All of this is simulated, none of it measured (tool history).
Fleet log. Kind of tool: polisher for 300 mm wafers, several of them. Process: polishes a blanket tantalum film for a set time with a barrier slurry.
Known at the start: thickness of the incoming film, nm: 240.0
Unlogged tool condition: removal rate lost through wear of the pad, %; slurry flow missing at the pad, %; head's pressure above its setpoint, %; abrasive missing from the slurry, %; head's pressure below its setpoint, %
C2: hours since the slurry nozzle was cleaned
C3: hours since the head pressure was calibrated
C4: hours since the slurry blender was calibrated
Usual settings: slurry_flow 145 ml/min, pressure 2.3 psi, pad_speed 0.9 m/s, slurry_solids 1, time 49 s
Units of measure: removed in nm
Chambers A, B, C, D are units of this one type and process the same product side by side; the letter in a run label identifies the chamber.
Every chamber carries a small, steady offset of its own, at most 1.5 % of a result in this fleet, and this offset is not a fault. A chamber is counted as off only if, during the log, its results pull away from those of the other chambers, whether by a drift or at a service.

{"hour": 0.1, "done": "chamber D: head pressure recalibrated"}
{"run": "1C", "hour": 9.1, "slurry_flow": 145, "pressure": 2.3, "pad_speed": 0.9, "slurry_solids": 1, "time": 49, "wafers polished on this pad": 767, "C2": 94.5, "C3": 19, "C4": 19.4, "removed": 98.339}
{"run": "2D", "hour": 18.5, "slurry_flow": 145, "pressure": 2.3, "pad_speed": 0.9, "slurry_solids": 1, "time": 49, "wafers polished on this pad": 352, "C2": 474.4, "C3": 18.4, "C4": 247.7, "removed": 96.938}
{"run": "3B", "hour": 23.4, "slurry_flow": 145, "pressure": 2.3, "pad_speed": 0.9, "slurry_solids": 1, "time": 49, "wafers polished on this pad": 548, "C2": 347.9, "C3": 248.2, "C4": 122.7, "removed": 100.65}
{"run": "4A", "hour": 32.5, "slurry_flow": 145, "pressure": 2.3, "pad_speed": 0.9, "slurry_solids": 1, "time": 49, "wafers polished on this pad": 660, "C2": 197.5, "C3": 33, "C4": 271.9, "removed": 99.429}
{"hour": 40.8, "done": "chamber B: worn pad replaced by a new one"}
{"hour": 42.3, "done": "chamber C: worn pad replaced by a new one"}
{"run": "5C", "hour": 42.8, "slurry_flow": 145, "pressure": 2.3, "pad_speed": 1.12, "slurry_solids": 1, "time": 38, "wafers polished on this pad": 8, "C2": 128.2, "C3": 52.7, "C4": 53.1, "removed": 94.918}
{"run": "6B", "hour": 48.7, "slurry_flow": 145, "pressure": 2.3, "pad_speed": 1.12, "slurry_solids": 1, "time": 38, "wafers polished on this pad": 109, "C2": 373.2, "C3": 273.5, "C4": 148, "removed": 97.484}
{"run": "7D", "hour": 54.9, "slurry_flow": 145, "pressure": 2.3, "pad_speed": 1.12, "slurry_solids": 1, "time": 38, "wafers polished on this pad": 854, "C2": 510.8, "C3": 54.8, "C4": 284.1, "removed": 94.051}
{"run": "8A", "hour": 59.9, "slurry_flow": 145, "pressure": 2.3, "pad_speed": 1.12, "slurry_solids": 1, "time": 38, "wafers polished on this pad": 1037, "C2": 224.9, "C3": 60.4, "C4": 299.3, "removed": 96.503}
{"hour": 60.7, "done": "chamber D: worn pad replaced by a new one"}
{"hour": 63.3, "done": "chamber B: slurry nozzle cleaned"}
{"hour": 67.2, "done": "chamber A: worn pad replaced by a new one"}
{"run": "9A", "hour": 68.7, "slurry_flow": 145, "pressure": 2.3, "pad_speed": 0.9, "slurry_solids": 1, "time": 49, "wafers polished on this pad": 21, "C2": 233.7, "C3": 69.2, "C4": 308.1, "removed": 100.43}
{"run": "10C", "hour": 74.4, "slurry_flow": 145, "pressure": 2.3, "pad_speed": 0.9, "slurry_solids": 1, "time": 49, "wafers polished on this pad": 443, "C2": 159.8, "C3": 84.3, "C4": 84.7, "removed": 99.76}
{"run": "11B", "hour": 83.4, "slurry_flow": 145, "pressure": 2.3, "pad_speed": 0.9, "slurry_solids": 1, "time": 49, "wafers polished on this pad": 587, "C2": 20.2, "C3": 308.2, "C4": 182.7, "removed": 99.905}
{"hour": 90.2, "done": "chamber B: worn pad replaced by a new one"}
{"run": "12D", "hour": 92.4, "slurry_flow": 145, "pressure": 2.3, "pad_speed": 0.9, "slurry_solids": 1, "time": 49, "wafers polished on this pad": 437, "C2": 548.3, "C3": 92.3, "C4": 321.6, "removed": 96.628}
{"hour": 92.7, "done": "chamber B: head pressure recalibrated"}
{"run": "13D", "hour": 97.9, "slurry_flow": 145, "pressure": 2.3, "pad_speed": 0.9, "slurry_solids": 1, "time": 42, "wafers polished on this pad": 513, "C2": 553.8, "C3": 97.8, "C4": 327.1, "removed": 83.735}
{"run": "14A", "hour": 107.5, "slurry_flow": 145, "pressure": 2.3, "pad_speed": 0.9, "slurry_solids": 1, "time": 42, "wafers polished on this pad": 555, "C2": 272.5, "C3": 108, "C4": 346.9, "removed": 86.393}
{"run": "15B", "hour": 114.1, "slurry_flow": 145, "pressure": 2.3, "pad_speed": 0.9, "slurry_solids": 1, "time": 42, "wafers polished on this pad": 330, "C2": 50.9, "C3": 21.5, "C4": 213.4, "removed": 79.445}
{"run": "16C", "hour": 120.8, "slurry_flow": 145, "pressure": 2.3, "pad_speed": 0.9, "slurry_solids": 1, "time": 42, "wafers polished on this pad": 1083, "C2": 206.2, "C3": 130.7, "C4": 131.1, "removed": 84.766}
{"run": "17B", "hour": 128.3, "slurry_flow": 145, "pressure": 2.3, "pad_speed": 0.9, "slurry_solids": 1, "time": 49, "wafers polished on this pad": 526, "C2": 65.1, "C3": 35.7, "C4": 227.6, "removed": 91.119}
{"hour": 132.8, "done": "chamber C: worn pad replaced by a new one"}
{"run": "18D", "hour": 138.0, "slurry_flow": 145, "pressure": 2.3, "pad_speed": 0.9, "slurry_solids": 1, "time": 49, "wafers polished on this pad": 1066, "C2": 593.9, "C3": 137.9, "C4": 367.2, "removed": 96.217}
{"hour": 138.1, "done": "chamber D: worn pad replaced by a new one"}
{"run": "19C", "hour": 145.0, "slurry_flow": 145, "pressure": 2.3, "pad_speed": 0.9, "slurry_solids": 1, "time": 49, "wafers polished on this pad": 168, "C2": 230.4, "C3": 154.9, "C4": 155.3, "removed": 99.527}
{"hour": 149.9, "done": "chamber B: worn pad replaced by a new one"}
{"run": "20A", "hour": 150.4, "slurry_flow": 145, "pressure": 2.3, "pad_speed": 1.18, "slurry_solids": 0.85, "time": 49, "wafers polished on this pad": 1147, "C2": 315.4, "C3": 150.9, "C4": 389.8, "removed": 125.28}
{"hour": 151.3, "done": "chamber A: worn pad replaced by a new one"}
{"run": "21B", "hour": 155.9, "slurry_flow": 145, "pressure": 2.3, "pad_speed": 1.18, "slurry_solids": 0.85, "time": 49, "wafers polished on this pad": 83, "C2": 92.7, "C3": 63.3, "C4": 255.2, "removed": 114.32}
{"hour": 162.0, "done": "chamber C: slurry nozzle cleaned"}
{"run": "22C", "hour": 162.4, "slurry_flow": 145, "pressure": 2.3, "pad_speed": 1.18, "slurry_solids": 0.85, "time": 49, "wafers polished on this pad": 408, "C2": 0.4, "C3": 172.3, "C4": 172.7, "removed": 124.74}
{"run": "23A", "hour": 167.8, "slurry_flow": 145, "pressure": 2.3, "pad_speed": 1.18, "slurry_solids": 0.85, "time": 49, "wafers polished on this pad": 228, "C2": 332.8, "C3": 168.3, "C4": 407.2, "removed": 127.01}
{"run": "24D", "hour": 173.9, "slurry_flow": 145, "pressure": 2.3, "pad_speed": 0.9, "slurry_solids": 1, "time": 49, "wafers polished on this pad": 494, "C2": 629.8, "C3": 173.8, "C4": 403.1, "removed": 99.273}
{"run": "25B", "hour": 179.9, "slurry_flow": 145, "pressure": 2.3, "pad_speed": 0.9, "slurry_solids": 1, "time": 49, "wafers polished on this pad": 414, "C2": 116.7, "C3": 87.3, "C4": 279.2, "removed": 91.731}
{"hour": 185.6, "done": "chamber D: slurry blender recalibrated"}
{"run": "26A", "hour": 188.9, "slurry_flow": 145, "pressure": 2.3, "pad_speed": 0.9, "slurry_solids": 1, "time": 49, "wafers polished on this pad": 519, "C2": 353.9, "C3": 189.4, "C4": 428.3, "removed": 97.202}
{"run": "27D", "hour": 196.1, "slurry_flow": 145, "pressure": 2.3, "pad_speed": 0.9, "slurry_solids": 1, "time": 49, "wafers polished on this pad": 800, "C2": 652, "C3": 196, "C4": 10.6, "removed": 97.213}
{"hour": 204.0, "done": "chamber B: worn pad replaced by a new one"}
{"run": "28C", "hour": 204.0, "slurry_flow": 145, "pressure": 2.3, "pad_speed": 1.16, "slurry_solids": 1, "time": 61, "wafers polished on this pad": 981, "C2": 42, "C3": 213.9, "C4": 214.3, "removed": 161.01}
{"hour": 208.8, "done": "chamber D: worn pad replaced by a new one"}
{"run": "29C", "hour": 208.9, "slurry_flow": 145, "pressure": 2.3, "pad_speed": 1.16, "slurry_solids": 1, "time": 61, "wafers polished on this pad": 1048, "C2": 46.9, "C3": 218.8, "C4": 219.2, "removed": 161.83}
{"hour": 211.1, "done": "chamber D: slurry nozzle cleaned"}
{"run": "30D", "hour": 216.9, "slurry_flow": 145, "pressure": 2.3, "pad_speed": 1.16, "slurry_solids": 1, "time": 61, "wafers polished on this pad": 111, "C2": 5.8, "C3": 216.8, "C4": 31.4, "removed": 154.31}
{"hour": 218.6, "done": "chamber A: slurry blender recalibrated"}
{"run": "31B", "hour": 225.7, "slurry_flow": 145, "pressure": 2.3, "pad_speed": 1.16, "slurry_solids": 1, "time": 61, "wafers polished on this pad": 299, "C2": 162.5, "C3": 133.1, "C4": 325, "removed": 147.39}
{"run": "32A", "hour": 231.2, "slurry_flow": 145, "pressure": 3.1, "pad_speed": 0.64, "slurry_solids": 1, "time": 49, "wafers polished on this pad": 1102, "C2": 396.2, "C3": 231.7, "C4": 12.6, "removed": 92.744}
{"hour": 237.9, "done": "chamber C: worn pad replaced by a new one"}
{"run": "33C", "hour": 240.0, "slurry_flow": 145, "pressure": 3.1, "pad_speed": 0.64, "slurry_solids": 1, "time": 49, "wafers polished on this pad": 29, "C2": 78, "C3": 249.9, "C4": 250.3, "removed": 95.36}
{"hour": 243.5, "done": "chamber A: worn pad replaced by a new one"}
{"run": "34A", "hour": 244.8, "slurry_flow": 145, "pressure": 3.1, "pad_speed": 0.64, "slurry_solids": 1, "time": 49, "wafers polished on this pad": 18, "C2": 409.8, "C3": 245.3, "C4": 26.2, "removed": 93.655}
{"run": "35D", "hour": 253.2, "slurry_flow": 145, "pressure": 3.1, "pad_speed": 0.64, "slurry_solids": 1, "time": 49, "wafers polished on this pad": 612, "C2": 42.1, "C3": 253.1, "C4": 67.7, "removed": 92.905}
{"hour": 262.4, "done": "chamber B: worn pad replaced by a new one"}
{"run": "36B", "hour": 263.6, "slurry_flow": 145, "pressure": 2.3, "pad_speed": 0.9, "slurry_solids": 1, "time": 49, "wafers polished on this pad": 17, "C2": 200.4, "C3": 171, "C4": 362.9, "removed": 91.808}
{"run": "37C", "hour": 273.4, "slurry_flow": 145, "pressure": 2.3, "pad_speed": 0.9, "slurry_solids": 1, "time": 49, "wafers polished on this pad": 490, "C2": 111.4, "C3": 283.3, "C4": 283.7, "removed": 102.53}
{"run": "38D", "hour": 278.1, "slurry_flow": 145, "pressure": 2.3, "pad_speed": 0.9, "slurry_solids": 1, "time": 49, "wafers polished on this pad": 955, "C2": 67, "C3": 278, "C4": 92.6, "removed": 95.523}

All 4 chambers run these settings next. Forecast each chamber's results:
{"run": "39A", "hour": 285.6, "slurry_flow": 95, "pressure": 2.3, "pad_speed": 0.9, "slurry_solids": 1, "time": 49, "removed": "?"}
{"run": "39B", "hour": 285.6, "slurry_flow": 95, "pressure": 2.3, "pad_speed": 0.9, "slurry_solids": 1, "time": 49, "removed": "?"}
{"run": "39C", "hour": 285.6, "slurry_flow": 95, "pressure": 2.3, "pad_speed": 0.9, "slurry_solids": 1, "time": 49, "removed": "?"}
{"run": "39D", "hour": 285.6, "slurry_flow": 95, "pressure": 2.3, "pad_speed": 0.9, "slurry_solids": 1, "time": 49, "removed": "?"}

run=39A removed=89.397
run=39B removed=82.266
run=39C removed=90.743
run=39D removed=88.064
